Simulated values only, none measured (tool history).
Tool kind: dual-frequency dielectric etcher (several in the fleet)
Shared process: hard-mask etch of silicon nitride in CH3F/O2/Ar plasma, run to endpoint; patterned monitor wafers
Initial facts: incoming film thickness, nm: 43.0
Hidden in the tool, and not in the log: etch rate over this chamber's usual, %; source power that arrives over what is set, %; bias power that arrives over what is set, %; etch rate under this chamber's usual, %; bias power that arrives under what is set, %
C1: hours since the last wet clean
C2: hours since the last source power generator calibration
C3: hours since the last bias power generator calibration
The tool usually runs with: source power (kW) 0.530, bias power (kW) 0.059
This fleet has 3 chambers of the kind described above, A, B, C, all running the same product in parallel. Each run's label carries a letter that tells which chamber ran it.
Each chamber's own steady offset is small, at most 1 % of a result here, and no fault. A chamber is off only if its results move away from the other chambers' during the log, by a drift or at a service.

{"run": "1B", "hour": 3.5, "source power (kW)": 0.53, "bias power (kW)": 0.059, "C1": 94.7, "C2": 949.2, "C3": 2234.4, "endpoint time (s)": 60.15}
{"run": "2A", "hour": 8.3, "source power (kW)": 0.53, "bias power (kW)": 0.059, "C1": 171.6, "C2": 672.1, "C3": 1775.2, "endpoint time (s)": 60.156}
{"run": "3C", "hour": 12.5, "source power (kW)": 0.53, "bias power (kW)": 0.059, "C1": 41.3, "C2": 1881.2, "C3": 2505.4, "endpoint time (s)": 60.319}
{"run": "4C", "hour": 14.9, "source power (kW)": 0.53, "bias power (kW)": 0.059, "C1": 43.7, "C2": 1883.6, "C3": 2507.8, "endpoint time (s)": 59.914}
{"run": "5B", "hour": 19.4, "source power (kW)": 0.6, "bias power (kW)": 0.069, "C1": 110.6, "C2": 965.1, "C3": 2250.3, "endpoint time (s)": 54.901}
{"run": "6A", "hour": 24.3, "source power (kW)": 0.6, "bias power (kW)": 0.069, "C1": 187.6, "C2": 688.1, "C3": 1791.2, "endpoint time (s)": 54.193}
{"run": "7A", "hour": 28.9, "source power (kW)": 0.6, "bias power (kW)": 0.069, "C1": 192.2, "C2": 692.7, "C3": 1795.8, "endpoint time (s)": 53.806}
{"run": "8C", "hour": 32.1, "source power (kW)": 0.53, "bias power (kW)": 0.059, "C1": 60.9, "C2": 1900.8, "C3": 2525.0, "endpoint time (s)": 59.947}
{"run": "9B", "hour": 35.8, "source power (kW)": 0.53, "bias power (kW)": 0.059, "C1": 127.0, "C2": 981.5, "C3": 2266.7, "endpoint time (s)": 59.886}
{"run": "10B", "hour": 39.3, "source power (kW)": 0.53, "bias power (kW)": 0.059, "C1": 130.5, "C2": 985.0, "C3": 2270.2, "endpoint time (s)": 60.58}
{"run": "11C", "hour": 44.2, "source power (kW)": 0.53, "bias power (kW)": 0.059, "C1": 73.0, "C2": 1912.9, "C3": 2537.1, "endpoint time (s)": 60.203}
{"run": "12A", "hour": 48.5, "source power (kW)": 0.53, "bias power (kW)": 0.059, "C1": 211.8, "C2": 712.3, "C3": 1815.4, "endpoint time (s)": 59.347}
{"run": "13C", "hour": 53.2, "source power (kW)": 0.53, "bias power (kW)": 0.059, "C1": 82.0, "C2": 1921.9, "C3": 2546.1, "endpoint time (s)": 60.003}
{"run": "14B", "hour": 56.9, "source power (kW)": 0.53, "bias power (kW)": 0.059, "C1": 148.1, "C2": 1002.6, "C3": 2287.8, "endpoint time (s)": 59.734}
{"run": "15A", "hour": 60.5, "source power (kW)": 0.53, "bias power (kW)": 0.059, "C1": 223.8, "C2": 724.3, "C3": 1827.4, "endpoint time (s)": 59.392}
{"run": "16A", "hour": 62.6, "source power (kW)": 0.53, "bias power (kW)": 0.07, "C1": 225.9, "C2": 726.4, "C3": 1829.5, "endpoint time (s)": 57.256}
{"run": "17C", "hour": 64.8, "source power (kW)": 0.53, "bias power (kW)": 0.07, "C1": 93.6, "C2": 1933.5, "C3": 2557.7, "endpoint time (s)": 56.336}
{"run": "18B", "hour": 67.5, "source power (kW)": 0.53, "bias power (kW)": 0.07, "C1": 158.7, "C2": 1013.2, "C3": 2298.4, "endpoint time (s)": 57.157}
{"run": "19C", "hour": 69.7, "source power (kW)": 0.53, "bias power (kW)": 0.059, "C1": 98.5, "C2": 1938.4, "C3": 2562.6, "endpoint time (s)": 60.117}
{"run": "20A", "hour": 72.8, "source power (kW)": 0.44, "bias power (kW)": 0.065, "C1": 236.1, "C2": 736.6, "C3": 1839.7, "endpoint time (s)": 62.034}
{"run": "21B", "hour": 76.7, "source power (kW)": 0.44, "bias power (kW)": 0.065, "C1": 167.9, "C2": 1022.4, "C3": 2307.6, "endpoint time (s)": 63.409}
{"run": "22A", "hour": 81.4, "source power (kW)": 0.44, "bias power (kW)": 0.065, "C1": 244.7, "C2": 745.2, "C3": 1848.3, "endpoint time (s)": 61.778}
{"run": "23B", "hour": 84.0, "source power (kW)": 0.53, "bias power (kW)": 0.059, "C1": 175.2, "C2": 1029.7, "C3": 2314.9, "endpoint time (s)": 61.48}
{"run": "24C", "hour": 87.9, "source power (kW)": 0.59, "bias power (kW)": 0.067, "C1": 116.7, "C2": 1956.6, "C3": 2580.8, "endpoint time (s)": 54.829}
{"run": "25C", "hour": 91.7, "source power (kW)": 0.59, "bias power (kW)": 0.067, "C1": 120.5, "C2": 1960.4, "C3": 2584.6, "endpoint time (s)": 53.933}
{"run": "26A", "hour": 96.5, "source power (kW)": 0.59, "bias power (kW)": 0.067, "C1": 259.8, "C2": 760.3, "C3": 1863.4, "endpoint time (s)": 54.933}
{"run": "27B", "hour": 99.2, "source power (kW)": 0.53, "bias power (kW)": 0.059, "C1": 190.4, "C2": 1044.9, "C3": 2330.1, "endpoint time (s)": 60.755}
{"run": "28A", "hour": 102.4, "source power (kW)": 0.53, "bias power (kW)": 0.059, "C1": 265.7, "C2": 766.2, "C3": 1869.3, "endpoint time (s)": 59.009}
{"run": "29C", "hour": 107.0, "source power (kW)": 0.53, "bias power (kW)": 0.059, "C1": 135.8, "C2": 1975.7, "C3": 2599.9, "endpoint time (s)": 59.244}
{"run": "30B", "hour": 109.2, "source power (kW)": 0.53, "bias power (kW)": 0.059, "C1": 200.4, "C2": 1054.9, "C3": 2340.1, "endpoint time (s)": 62.363}
{"run": "31A", "hour": 112.3, "source power (kW)": 0.53, "bias power (kW)": 0.059, "C1": 275.6, "C2": 776.1, "C3": 1879.2, "endpoint time (s)": 60.033}
{"run": "32B", "hour": 116.8, "source power (kW)": 0.53, "bias power (kW)": 0.059, "C1": 208.0, "C2": 1062.5, "C3": 2347.7, "endpoint time (s)": 61.626}
{"run": "33C", "hour": 119.2, "source power (kW)": 0.44, "bias power (kW)": 0.059, "C1": 148.0, "C2": 1987.9, "C3": 2612.1, "endpoint time (s)": 64.609}
{"run": "34C", "hour": 122.7, "source power (kW)": 0.44, "bias power (kW)": 0.059, "C1": 151.5, "C2": 1991.4, "C3": 2615.6, "endpoint time (s)": 64.025}
{"run": "35B", "hour": 126.9, "source power (kW)": 0.44, "bias power (kW)": 0.059, "C1": 218.1, "C2": 1072.6, "C3": 2357.8, "endpoint time (s)": 65.784}
{"run": "36A", "hour": 131.5, "source power (kW)": 0.53, "bias power (kW)": 0.059, "C1": 294.8, "C2": 795.3, "C3": 1898.4, "endpoint time (s)": 59.853}
{"run": "37C", "hour": 134.9, "source power (kW)": 0.48, "bias power (kW)": 0.059, "C1": 163.7, "C2": 2003.6, "C3": 2627.8, "endpoint time (s)": 61.747}
{"run": "38A", "hour": 137.8, "source power (kW)": 0.48, "bias power (kW)": 0.059, "C1": 301.1, "C2": 801.6, "C3": 1904.7, "endpoint time (s)": 61.258}
{"run": "39B", "hour": 142.0, "source power (kW)": 0.48, "bias power (kW)": 0.059, "C1": 233.2, "C2": 1087.7, "C3": 2372.9, "endpoint time (s)": 64.993}
{"run": "40A", "hour": 144.6, "source power (kW)": 0.53, "bias power (kW)": 0.059, "C1": 307.9, "C2": 808.4, "C3": 1911.5, "endpoint time (s)": 60.997}

Which is it: a chamber that has drifted or been left off by a service, a gauge drift common to all chambers, or only each chamber's usual small offset? If a chamber is off, name it and its likeliest cause.

One chamber, B, drifts off from the rest bit by bit.
What lies behind it: etch rate under this chamber's usual, % = 4.84.

Which of the 4 candidates below, each the usual settings with something changed and its results left as question marks, puts chamber B back in line with what the other chambers give on the usual settings?
To be in line, a result may differ from the other chambers' mean on the usual settings by at most: endpoint time (s) 1.800
{"run": "41B-1", "hour": 148.1, "source power (kW)": 0.45, "bias power (kW)": 0.051, "endpoint time (s)": "?"}
{"run": "41B-2", "hour": 148.1, "source power (kW)": 0.53, "bias power (kW)": 0.051, "endpoint time (s)": "?"}
{"run": "41B-3", "hour": 148.1, "source power (kW)": 0.59, "bias power (kW)": 0.059, "endpoint time (s)": "?"}
{"run": "41B-4", "hour": 148.1, "source power (kW)": 0.61, "bias power (kW)": 0.067, "endpoint time (s)": "?"}

The other chambers' mean on the usual settings: endpoint time (s) 59.676
run=41B-1 endpoint_time_(s)=69.875
run=41B-2 endpoint_time_(s)=65.466
run=41B-3 endpoint_time_(s)=60.004
run=41B-4 endpoint_time_(s)=56.892
It is 41B-3 that realigns the chamber with its peers.

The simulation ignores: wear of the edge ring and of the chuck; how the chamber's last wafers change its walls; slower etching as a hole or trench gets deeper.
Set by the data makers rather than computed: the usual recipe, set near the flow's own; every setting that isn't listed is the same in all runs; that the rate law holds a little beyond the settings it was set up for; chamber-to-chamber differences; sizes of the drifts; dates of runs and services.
